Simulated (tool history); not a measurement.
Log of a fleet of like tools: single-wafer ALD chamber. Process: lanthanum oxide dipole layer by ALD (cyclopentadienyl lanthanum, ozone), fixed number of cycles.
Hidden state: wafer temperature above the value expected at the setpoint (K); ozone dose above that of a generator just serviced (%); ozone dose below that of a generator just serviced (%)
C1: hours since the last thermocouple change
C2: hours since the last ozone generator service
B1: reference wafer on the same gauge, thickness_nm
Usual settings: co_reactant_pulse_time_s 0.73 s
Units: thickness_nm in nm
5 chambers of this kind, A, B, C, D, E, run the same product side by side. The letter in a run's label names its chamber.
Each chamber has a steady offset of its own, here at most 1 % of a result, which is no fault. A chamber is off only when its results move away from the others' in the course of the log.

{"run": "1A", "hour": 9.3, "co_reactant_pulse_time_s": 0.73, "C1": 1214.8, "C2": 925.2, "B1": 0.48297, "thickness_nm": 0.43996}
{"run": "2E", "hour": 17.3, "co_reactant_pulse_time_s": 0.73, "C1": 485.2, "C2": 245.6, "B1": 0.48307, "thickness_nm": 0.444}
{"run": "3B", "hour": 28.6, "co_reactant_pulse_time_s": 0.73, "C1": 2117.8, "C2": 101.5, "B1": 0.48312, "thickness_nm": 0.44178}
{"run": "4D", "hour": 43.4, "co_reactant_pulse_time_s": 0.73, "C1": 55, "C2": 743.1, "B1": 0.48323, "thickness_nm": 0.44578}
{"hour": 48.1, "done": "chamber A: ozone generator serviced"}
{"run": "5C", "hour": 57.1, "co_reactant_pulse_time_s": 0.73, "C1": 154.4, "C2": 81.6, "B1": 0.48329, "thickness_nm": 0.44486}
{"run": "6E", "hour": 71.1, "co_reactant_pulse_time_s": 0.73, "C1": 539, "C2": 299.4, "B1": 0.48341, "thickness_nm": 0.44431}
{"hour": 83.1, "done": "chamber D: ozone generator serviced"}
{"run": "7C", "hour": 83.1, "co_reactant_pulse_time_s": 0.63, "C1": 180.4, "C2": 107.6, "B1": 0.48348, "thickness_nm": 0.41543}
{"run": "8A", "hour": 90.9, "co_reactant_pulse_time_s": 0.63, "C1": 1296.4, "C2": 42.9, "B1": 0.48359, "thickness_nm": 0.41174}
{"run": "9D", "hour": 105.3, "co_reactant_pulse_time_s": 0.63, "C1": 116.9, "C2": 22.2, "B1": 0.48363, "thickness_nm": 0.41661}
{"run": "10B", "hour": 116.9, "co_reactant_pulse_time_s": 0.63, "C1": 2206.1, "C2": 189.8, "B1": 0.48378, "thickness_nm": 0.41144}
{"run": "11C", "hour": 125.2, "co_reactant_pulse_time_s": 0.63, "C1": 222.5, "C2": 149.7, "B1": 0.48362, "thickness_nm": 0.41574}
{"run": "12A", "hour": 136.4, "co_reactant_pulse_time_s": 0.73, "C1": 1341.9, "C2": 88.4, "B1": 0.48386, "thickness_nm": 0.44053}
{"run": "13E", "hour": 149.5, "co_reactant_pulse_time_s": 0.73, "C1": 617.4, "C2": 377.8, "B1": 0.48388, "thickness_nm": 0.44461}
{"run": "14D", "hour": 162.8, "co_reactant_pulse_time_s": 0.73, "C1": 174.4, "C2": 79.7, "B1": 0.48384, "thickness_nm": 0.44637}
{"run": "15B", "hour": 173.1, "co_reactant_pulse_time_s": 0.73, "C1": 2262.3, "C2": 246, "B1": 0.484, "thickness_nm": 0.44209}
{"run": "16C", "hour": 185.1, "co_reactant_pulse_time_s": 0.73, "C1": 282.4, "C2": 209.6, "B1": 0.48414, "thickness_nm": 0.44586}
{"run": "17D", "hour": 191.8, "co_reactant_pulse_time_s": 0.73, "C1": 203.4, "C2": 108.7, "B1": 0.48417, "thickness_nm": 0.44734}
{"run": "18A", "hour": 205.1, "co_reactant_pulse_time_s": 0.63, "C1": 1410.6, "C2": 157.1, "B1": 0.48421, "thickness_nm": 0.41227}
{"run": "19B", "hour": 212.3, "co_reactant_pulse_time_s": 0.63, "C1": 2301.5, "C2": 285.2, "B1": 0.48422, "thickness_nm": 0.41256}
{"run": "20E", "hour": 224.5, "co_reactant_pulse_time_s": 0.63, "C1": 692.4, "C2": 452.8, "B1": 0.4843, "thickness_nm": 0.41471}
{"run": "21D", "hour": 238.7, "co_reactant_pulse_time_s": 0.63, "C1": 250.3, "C2": 155.6, "B1": 0.48439, "thickness_nm": 0.41691}
{"run": "22A", "hour": 245.8, "co_reactant_pulse_time_s": 0.63, "C1": 1451.3, "C2": 197.8, "B1": 0.48459, "thickness_nm": 0.41208}
{"run": "23B", "hour": 257.5, "co_reactant_pulse_time_s": 0.96, "C1": 2346.7, "C2": 330.4, "B1": 0.48446, "thickness_nm": 0.4931}
{"run": "24C", "hour": 267.4, "co_reactant_pulse_time_s": 0.96, "C1": 364.7, "C2": 291.9, "B1": 0.48451, "thickness_nm": 0.4945}
{"run": "25E", "hour": 278.4, "co_reactant_pulse_time_s": 0.96, "C1": 746.3, "C2": 506.7, "B1": 0.4846, "thickness_nm": 0.49448}
{"run": "26A", "hour": 286.0, "co_reactant_pulse_time_s": 0.96, "C1": 1491.5, "C2": 238, "B1": 0.48462, "thickness_nm": 0.49032}
{"run": "27B", "hour": 300.1, "co_reactant_pulse_time_s": 0.96, "C1": 2389.3, "C2": 373, "B1": 0.48485, "thickness_nm": 0.49208}
{"run": "28D", "hour": 314.9, "co_reactant_pulse_time_s": 0.73, "C1": 326.5, "C2": 231.8, "B1": 0.48471, "thickness_nm": 0.44745}
{"run": "29E", "hour": 323.0, "co_reactant_pulse_time_s": 0.73, "C1": 790.9, "C2": 551.3, "B1": 0.485, "thickness_nm": 0.44418}
{"run": "30C", "hour": 332.4, "co_reactant_pulse_time_s": 0.73, "C1": 429.7, "C2": 356.9, "B1": 0.48496, "thickness_nm": 0.44564}
{"run": "31E", "hour": 342.4, "co_reactant_pulse_time_s": 0.48, "C1": 810.3, "C2": 570.7, "B1": 0.48508, "thickness_nm": 0.35631}

Next, every chamber runs the same settings. What will each give?
{"run": "32A", "hour": 353.1, "co_reactant_pulse_time_s": 0.73, "thickness_nm": "?"}
{"run": "32B", "hour": 353.1, "co_reactant_pulse_time_s": 0.73, "thickness_nm": "?"}
{"run": "32C", "hour": 353.1, "co_reactant_pulse_time_s": 0.73, "thickness_nm": "?"}
{"run": "32D", "hour": 353.1, "co_reactant_pulse_time_s": 0.73, "thickness_nm": "?"}
{"run": "32E", "hour": 353.1, "co_reactant_pulse_time_s": 0.73, "thickness_nm": "?"}

run=32A thickness_nm=0.44151
run=32B thickness_nm=0.4433
run=32C thickness_nm=0.44584
run=32D thickness_nm=0.44854
run=32E thickness_nm=0.44488
